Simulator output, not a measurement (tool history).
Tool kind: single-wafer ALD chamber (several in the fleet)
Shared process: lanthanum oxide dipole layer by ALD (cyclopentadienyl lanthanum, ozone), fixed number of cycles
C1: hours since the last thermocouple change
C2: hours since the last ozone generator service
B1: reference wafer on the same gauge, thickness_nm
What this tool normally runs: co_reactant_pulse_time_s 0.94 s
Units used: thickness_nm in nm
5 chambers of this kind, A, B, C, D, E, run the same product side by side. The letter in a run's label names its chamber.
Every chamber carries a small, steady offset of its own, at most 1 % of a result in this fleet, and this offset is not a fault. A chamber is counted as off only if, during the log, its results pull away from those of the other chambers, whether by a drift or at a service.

Run 1E, day 0.229: usual settings; C1 778; C2 683.6; B1 0.4509. Result: thickness_nm 0.48922 nm.
Run 2B, day 0.379: usual settings; C1 1318.9; C2 17.3; B1 0.45105. Result: thickness_nm 0.48916 nm.
Run 3D, day 0.567: usual settings; C1 159.3; C2 695.1; B1 0.45085. Result: thickness_nm 0.48759 nm.
Run 4C, day 0.717: usual settings; C1 1688.4; C2 96.2; B1 0.45115. Result: thickness_nm 0.49041 nm.
Run 5A, day 0.962: usual settings; C1 924.7; C2 233.4; B1 0.4508. Result: thickness_nm 0.48638 nm.
Run 6A, day 1.212: usual settings; C1 930.7; C2 239.4; B1 0.45091. Result: thickness_nm 0.48597 nm.
Run 7C, day 1.496: usual settings; C1 1707.1; C2 114.9; B1 0.45104. Result: thickness_nm 0.48959 nm.
Run 8B, day 1.754: usual settings; C1 1351.9; C2 50.3; B1 0.45098. Result: thickness_nm 0.49023 nm.
Run 9D, day 1.9: usual settings; C1 191.3; C2 727.1; B1 0.45109. Result: thickness_nm 0.48829 nm.
Run 10E, day 2.2: usual settings; C1 825.3; C2 730.9; B1 0.45136. Result: thickness_nm 0.48876 nm.
Run 11A, day 2.388: usual settings; C1 958.9; C2 267.6; B1 0.45104. Result: thickness_nm 0.4865 nm.
Run 12E, day 2.554: usual settings; C1 833.8; C2 739.4; B1 0.45112. Result: thickness_nm 0.48938 nm.
Run 13D, day 2.767: usual settings; C1 212.1; C2 747.9; B1 0.45121. Result: thickness_nm 0.48863 nm.
Run 14B, day 3.033: usual settings but co_reactant_pulse_time_s 0.72 s; C1 1382.6; C2 81; B1 0.45096. Result: thickness_nm 0.44307 nm.
Run 15C, day 3.308: usual settings but co_reactant_pulse_time_s 0.72 s; C1 1750.6; C2 158.4; B1 0.45087. Result: thickness_nm 0.43962 nm.
Run 16D, day 3.629: usual settings but co_reactant_pulse_time_s 0.72 s; C1 232.8; C2 768.6; B1 0.45123. Result: thickness_nm 0.44006 nm.
Run 17A, day 3.871: usual settings but co_reactant_pulse_time_s 0.72 s; C1 994.5; C2 303.2; B1 0.45089. Result: thickness_nm 0.43909 nm.
Run 18B, day 4.012: usual settings but co_reactant_pulse_time_s 0.72 s; C1 1406.1; C2 104.5; B1 0.45078. Result: thickness_nm 0.44158 nm.
Run 19E, day 4.212: usual settings; C1 873.6; C2 779.2; B1 0.45126. Result: thickness_nm 0.48898 nm.
Run 20C, day 4.379: usual settings; C1 1776.3; C2 184.1; B1 0.45101. Result: thickness_nm 0.48709 nm.
Run 21C, day 4.571: usual settings; C1 1780.9; C2 188.7; B1 0.45074. Result: thickness_nm 0.48893 nm.
Run 22D, day 4.733: usual settings; C1 259.3; C2 795.1; B1 0.4508. Result: thickness_nm 0.48821 nm.
Run 23B, day 4.9: usual settings; C1 1427.4; C2 125.8; B1 0.4509. Result: thickness_nm 0.49204 nm.
Run 24A, day 5.188: usual settings; C1 1026.1; C2 334.8; B1 0.45131. Result: thickness_nm 0.48963 nm.
Run 25E, day 5.45: usual settings; C1 903.3; C2 808.9; B1 0.45117. Result: thickness_nm 0.48911 nm.
Run 26C, day 5.642: usual settings; C1 1806.6; C2 214.4; B1 0.45089. Result: thickness_nm 0.49114 nm.
Run 27D, day 5.829: usual settings; C1 285.6; C2 821.4; B1 0.45078. Result: thickness_nm 0.48631 nm.
Run 28A, day 6.117: usual settings; C1 1048.4; C2 357.1; B1 0.45105. Result: thickness_nm 0.48727 nm.
At day 6.221: chamber B: thermocouple changed; heater temperature recalibrated.
Run 29E, day 6.262: usual settings; C1 922.8; C2 828.4; B1 0.45099. Result: thickness_nm 0.49145 nm.
Run 30B, day 6.538: usual settings; C1 7.7; C2 165.1; B1 0.4511. Result: thickness_nm 0.49077 nm.
Run 31C, day 6.75: usual settings but co_reactant_pulse_time_s 1.13 s; C1 1833.2; C2 241; B1 0.45091. Result: thickness_nm 0.51739 nm.
Run 32B, day 6.958: usual settings but co_reactant_pulse_time_s 1.13 s; C1 17.8; C2 175.2; B1 0.45101. Result: thickness_nm 0.51871 nm.
Run 33E, day 7.271: usual settings but co_reactant_pulse_time_s 1.13 s; C1 947; C2 852.6; B1 0.45119. Result: thickness_nm 0.51665 nm.
Run 34A, day 7.446: usual settings but co_reactant_pulse_time_s 1.13 s; C1 1080.3; C2 389; B1 0.45132. Result: thickness_nm 0.5126 nm.
Run 35D, day 7.692: usual settings but co_reactant_pulse_time_s 1.13 s; C1 330.3; C2 866.1; B1 0.45104. Result: thickness_nm 0.51419 nm.
Run 36C, day 7.846: usual settings; C1 1859.5; C2 267.3; B1 0.45116. Result: thickness_nm 0.48781 nm.

For the next run the whole fleet of 5 chambers uses the same settings. Give each chamber's results:
Run 37A, day 8.083: usual settings. Result: thickness_nm ?.
Run 37B, day 8.083: usual settings. Result: thickness_nm ?.
Run 37C, day 8.083: usual settings. Result: thickness_nm ?.
Run 37D, day 8.083: usual settings. Result: thickness_nm ?.
Run 37E, day 8.083: usual settings. Result: thickness_nm ?.

run  thickness_nm
37A       0.48658
37B       0.48788
37C       0.48938
37D       0.48731
37E       0.48982

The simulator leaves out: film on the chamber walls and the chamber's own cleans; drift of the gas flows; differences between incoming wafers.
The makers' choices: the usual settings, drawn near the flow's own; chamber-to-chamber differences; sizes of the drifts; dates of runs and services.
